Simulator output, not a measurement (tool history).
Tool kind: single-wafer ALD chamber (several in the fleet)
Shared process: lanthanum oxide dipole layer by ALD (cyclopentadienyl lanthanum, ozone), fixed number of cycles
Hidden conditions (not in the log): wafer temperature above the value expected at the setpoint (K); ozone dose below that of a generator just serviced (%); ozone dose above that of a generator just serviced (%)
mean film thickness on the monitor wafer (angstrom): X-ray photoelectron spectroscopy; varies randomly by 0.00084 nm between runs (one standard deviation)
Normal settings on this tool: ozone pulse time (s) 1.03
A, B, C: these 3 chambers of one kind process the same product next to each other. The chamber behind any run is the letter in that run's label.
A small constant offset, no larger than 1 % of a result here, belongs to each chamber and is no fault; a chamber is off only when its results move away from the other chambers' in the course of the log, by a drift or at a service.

run    day  ozone pulse time (s)  hours since the last thermocouple change  hours since the last ozone generator service  read-back reference wafer on the same gauge, thickness_nm  mean film thickness on the monitor wafer (angstrom)
     0.183  -- chamber C: thermocouple changed; heater temperature recalibrated
 1B  0.325                  1.03                                    2028.4                                        1359.1                                                    0.49479                                               5.0859
 2A  0.533                  1.03                                     133.8                                         430.9                                                    0.49465                                               5.0705
 3C  0.754                  1.03                                      13.7                                         723.6                                                    0.49478                                               5.0255
 4B  1.017                  1.03                                    2045.0                                        1375.7                                                    0.49502                                               5.0859
 5C  1.167                  1.03                                      23.6                                         733.5                                                    0.49475                                               5.0335
 6A  1.417                  1.03                                     155.0                                         452.1                                                    0.49436                                               5.0894
 7B  1.633                  1.03                                    2059.8                                        1390.5                                                    0.49445                                               5.0871
 8C  1.883                  1.03                                      40.8                                         750.7                                                    0.49447                                               5.0243
 9A  2.092                  1.03                                     171.2                                         468.3                                                    0.49422                                               5.0770
10A  2.333                  1.03                                     177.0                                         474.1                                                    0.49410                                               5.0777
     2.508  -- chamber B: thermocouple changed; heater temperature recalibrated
11C  2.592                  1.03                                      57.8                                         767.7                                                    0.49424                                               5.0313
12B  2.912                  1.03                                       9.7                                        1421.2                                                    0.49415                                               5.0750
13C  3.179                  1.03                                      71.9                                         781.8                                                    0.49408                                               5.0206
14B  3.500                  1.03                                      23.8                                        1435.3                                                    0.49380                                               5.0809
15A  3.742                  1.03                                     210.8                                         507.9                                                    0.49363                                               5.0573
16B  3.983                  1.03                                      35.4                                        1446.9                                                    0.49385                                               5.0777
17C  4.238                  1.03                                      97.3                                         807.2                                                    0.49369                                               5.0037
18A  4.546                  1.37                                     230.1                                         527.2                                                    0.49326                                               5.4333
19A  4.796                  1.37                                     236.1                                         533.2                                                    0.49339                                               5.4151
20C  5.071                  1.37                                     117.3                                         827.2                                                    0.49347                                               5.3701
21B  5.321                  0.90                                      67.5                                        1479.0                                                    0.49304                                               4.8361
22A  5.608                  0.90                                     255.6                                         552.7                                                    0.49302                                               4.8336
23B  5.829                  0.90                                      79.7                                        1491.2                                                    0.49314                                               4.8716
24C  6.100                  1.03                                     142.0                                         851.9                                                    0.49287                                               5.0107
25A  6.417                  1.03                                     275.0                                         572.1                                                    0.49269                                               5.0522
26C  6.592                  0.72                                     153.8                                         863.7                                                    0.49263                                               4.3980
27B  6.779                  0.72                                     102.5                                        1514.0                                                    0.49283                                               4.4219
28A  7.067                  0.72                                     290.6                                         587.7                                                    0.49268                                               4.4013
29C  7.292                  1.03                                     170.6                                         880.5                                                    0.49252                                               4.9877
30B  7.521                  0.70                                     120.3                                        1531.8                                                    0.49246                                               4.3849
31A  7.729                  0.70                                     306.5                                         603.6                                                    0.49229                                               4.3635
32C  7.996                  0.70                                     187.5                                         897.4                                                    0.49225                                               4.3441
33B  8.321                  1.03                                     139.5                                        1551.0                                                    0.49230                                               5.0753
34A  8.625                  1.03                                     328.0                                         625.1                                                    0.49217                                               5.0404
35C  8.767                  1.03                                     206.0                                         915.9                                                    0.49199                                               4.9800
36B  8.983                  1.03                                     155.4                                        1566.9                                                    0.49196                                               5.0772
37A  9.146                  1.03                                     340.5                                         637.6                                                    0.49192                                               5.0399
38C  9.304                  1.03                                     218.9                                         928.8                                                    0.49185                                               4.9808
39B  9.492                  1.03                                     167.6                                        1579.1                                                    0.49172                                               5.0558
40A  9.708                  1.03                                     354.0                                         651.1                                                    0.49184                                               5.0392

All chambers now run identical settings, listed one chamber a line with results as question marks. What results will each chamber show?
41A  9.942                  1.24                                                                                                                                                                                                       ?
41B  9.942                  1.24                                                                                                                                                                                                       ?
41C  9.942                  1.24                                                                                                                                                                                                       ?

run  mean film thickness on the monitor wafer (angstrom)
41A                                               5.3033
41B                                               5.2967
41C                                               5.2323
